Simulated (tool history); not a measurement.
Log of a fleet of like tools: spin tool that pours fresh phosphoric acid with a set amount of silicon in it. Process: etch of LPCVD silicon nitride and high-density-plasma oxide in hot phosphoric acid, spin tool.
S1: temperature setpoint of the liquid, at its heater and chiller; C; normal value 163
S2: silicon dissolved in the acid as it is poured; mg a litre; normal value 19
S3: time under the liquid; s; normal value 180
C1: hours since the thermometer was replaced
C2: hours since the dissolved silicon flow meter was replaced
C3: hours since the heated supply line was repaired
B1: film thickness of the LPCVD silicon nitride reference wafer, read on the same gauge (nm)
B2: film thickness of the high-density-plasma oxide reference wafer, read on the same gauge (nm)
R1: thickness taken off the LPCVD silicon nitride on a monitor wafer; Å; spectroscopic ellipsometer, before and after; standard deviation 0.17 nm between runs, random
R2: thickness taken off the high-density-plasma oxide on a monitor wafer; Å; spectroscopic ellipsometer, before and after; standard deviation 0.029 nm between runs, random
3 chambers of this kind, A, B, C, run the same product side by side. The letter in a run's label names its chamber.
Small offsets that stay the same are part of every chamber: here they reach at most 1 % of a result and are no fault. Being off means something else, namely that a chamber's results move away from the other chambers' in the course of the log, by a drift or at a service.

run 1A hour=15.3 | S1=163 S2=19 S3=180 | C1=41.2 C2=746.7 C3=267.2 | B1=40.009 B2=40.035 | R1=182.17 R2=6.4438
run 2C hour=24.4 | S1=163 S2=19 S3=180 | C1=1867.8 C2=616.5 C3=547.2 | B1=39.961 B2=40.01 | R1=184.43 R2=6.69
run 3B hour=37.1 | S1=163 S2=19 S3=180 | C1=255.5 C2=882 C3=662.2 | B1=40.011 B2=40 | R1=178.22 R2=6.0985
run 4C hour=53.1 | S1=163 S2=19 S3=180 | C1=1896.5 C2=645.2 C3=575.9 | B1=40.008 B2=39.998 | R1=181.49 R2=6.4089
run 5A hour=61.5 | S1=163 S2=19 S3=180 | C1=87.4 C2=792.9 C3=313.4 | B1=40.002 B2=39.954 | R1=178.84 R2=6.159
run 6B hour=69 | S1=163 S2=19 S3=180 | C1=287.4 C2=913.9 C3=694.1 | B1=39.993 B2=39.981 | R1=180.59 R2=6.4927
run 7C hour=83.4 | S1=163 S2=19 S3=180 | C1=1926.8 C2=675.5 C3=606.2 | B1=40.018 B2=40.021 | R1=183.47 R2=6.4484
run 8A hour=95.7 | S1=163 S2=19 S3=180 | C1=121.6 C2=827.1 C3=347.6 | B1=40.008 B2=40.044 | R1=186.84 R2=7.0507
run 9B hour=110.3 | S1=163 S2=19 S3=180 | C1=328.7 C2=955.2 C3=735.4 | B1=40.036 B2=39.985 | R1=179.49 R2=5.9828
run 10B hour=125 | S1=163 S2=19 S3=180 | C1=343.4 C2=969.9 C3=750.1 | B1=39.993 B2=39.922 | R1=180.5 R2=6.4214
run 11C hour=136.3 | S1=163 S2=19 S3=180 | C1=1979.7 C2=728.4 C3=659.1 | B1=40.06 B2=39.964 | R1=179.06 R2=5.9558
run 12A hour=152.2 | S1=160.5 S2=33.5 S3=180 | C1=178.1 C2=883.6 C3=404.1 | B1=40.026 B2=40.028 | R1=168.41 R2=3.3386
run 13C hour=159.5 | S1=160.5 S2=33.5 S3=180 | C1=2002.9 C2=751.6 C3=682.3 | B1=39.999 B2=39.981 | R1=164.94 R2=3.1191
run 14A hour=170.1 | S1=160.5 S2=33.5 S3=180 | C1=196 C2=901.5 C3=422 | B1=40.009 B2=40.057 | R1=168.57 R2=3.1177
run 15B hour=180 | S1=163 S2=19 S3=180 | C1=398.4 C2=1024.9 C3=805.1 | B1=39.996 B2=39.997 | R1=181.3 R2=6.3349
-- hour=187.4 chamber A: dissolved silicon flow meter replaced
run 16A hour=196.2 | S1=163 S2=19 S3=180 | C1=222.1 C2=8.9 C3=448.1 | B1=40 B2=40.006 | R1=182.71 R2=6.4348
run 17B hour=211.4 | S1=163 S2=19 S3=180 | C1=429.8 C2=1056.3 C3=836.5 | B1=39.979 B2=40.003 | R1=178.85 R2=6.3641
run 18C hour=220.2 | S1=163 S2=19 S3=180 | C1=2063.6 C2=812.3 C3=743 | B1=40.018 B2=40.011 | R1=179.68 R2=6.366
run 19B hour=230 | S1=163 S2=19 S3=180 | C1=448.4 C2=1074.9 C3=855.1 | B1=40.005 B2=39.992 | R1=183.32 R2=6.7322
run 20A hour=241.3 | S1=163 S2=33.5 S3=220 | C1=267.2 C2=54 C3=493.2 | B1=40.018 B2=39.952 | R1=221.78 R2=4.8623
run 21C hour=253.3 | S1=163 S2=33.5 S3=220 | C1=2096.7 C2=845.4 C3=776.1 | B1=40.001 B2=40.005 | R1=217.83 R2=4.3971
run 22C hour=267.8 | S1=163 S2=33.5 S3=220 | C1=2111.2 C2=859.9 C3=790.6 | B1=39.974 B2=40.01 | R1=217.17 R2=4.3753
run 23A hour=280.3 | S1=163 S2=19 S3=180 | C1=306.2 C2=93 C3=532.2 | B1=39.993 B2=40.002 | R1=182.61 R2=6.1705
run 24B hour=288.7 | S1=163 S2=19 S3=180 | C1=507.1 C2=1133.6 C3=913.8 | B1=40.011 B2=39.982 | R1=179.98 R2=6.6166
run 25C hour=303.2 | S1=163 S2=19 S3=215 | C1=2146.6 C2=895.3 C3=826 | B1=39.953 B2=39.995 | R1=210.14 R2=7.3622
run 26A hour=319.1 | S1=163 S2=19 S3=215 | C1=345 C2=131.8 C3=571 | B1=39.986 B2=39.996 | R1=216.31 R2=7.469
run 27B hour=327.9 | S1=163 S2=19 S3=215 | C1=546.3 C2=1172.8 C3=953 | B1=39.982 B2=40.021 | R1=216.76 R2=7.5062
run 28B hour=335.1 | S1=163 S2=19 S3=180 | C1=553.5 C2=1180 C3=960.2 | B1=40.026 B2=39.98 | R1=178.34 R2=6.5225
run 29A hour=347.7 | S1=163 S2=19 S3=180 | C1=373.6 C2=160.4 C3=599.6 | B1=39.961 B2=39.972 | R1=183.03 R2=6.746
-- hour=352.4 chamber C: dissolved silicon flow meter replaced
run 30C hour=355.7 | S1=163 S2=19 S3=180 | C1=2199.1 C2=3.3 C3=878.5 | B1=40.025 B2=40.012 | R1=175.71 R2=5.7402
run 31B hour=367 | S1=163 S2=19 S3=180 | C1=585.4 C2=1211.9 C3=992.1 | B1=40.003 B2=39.962 | R1=181.63 R2=5.9458
run 32A hour=381.4 | S1=163 S2=19 S3=180 | C1=407.3 C2=194.1 C3=633.3 | B1=39.971 B2=39.998 | R1=180.83 R2=6.5446
run 33C hour=389.2 | S1=163 S2=19 S3=180 | C1=2232.6 C2=36.8 C3=912 | B1=40.018 B2=39.985 | R1=172.34 R2=5.8023

The same settings go to every chamber for the next run, one line per chamber below. Forecast the results for each:
run 34A hour=400.8 | S1=163 S2=8 S3=180 | R1=? R2=?
run 34B hour=400.8 | S1=163 S2=8 S3=180 | R1=? R2=?
run 34C hour=400.8 | S1=163 S2=8 S3=180 | R1=? R2=?

run=34A R1=185.39 R2=8.2023
run=34B R1=180.73 R2=8.8242
run=34C R1=175.5 R2=6.9188

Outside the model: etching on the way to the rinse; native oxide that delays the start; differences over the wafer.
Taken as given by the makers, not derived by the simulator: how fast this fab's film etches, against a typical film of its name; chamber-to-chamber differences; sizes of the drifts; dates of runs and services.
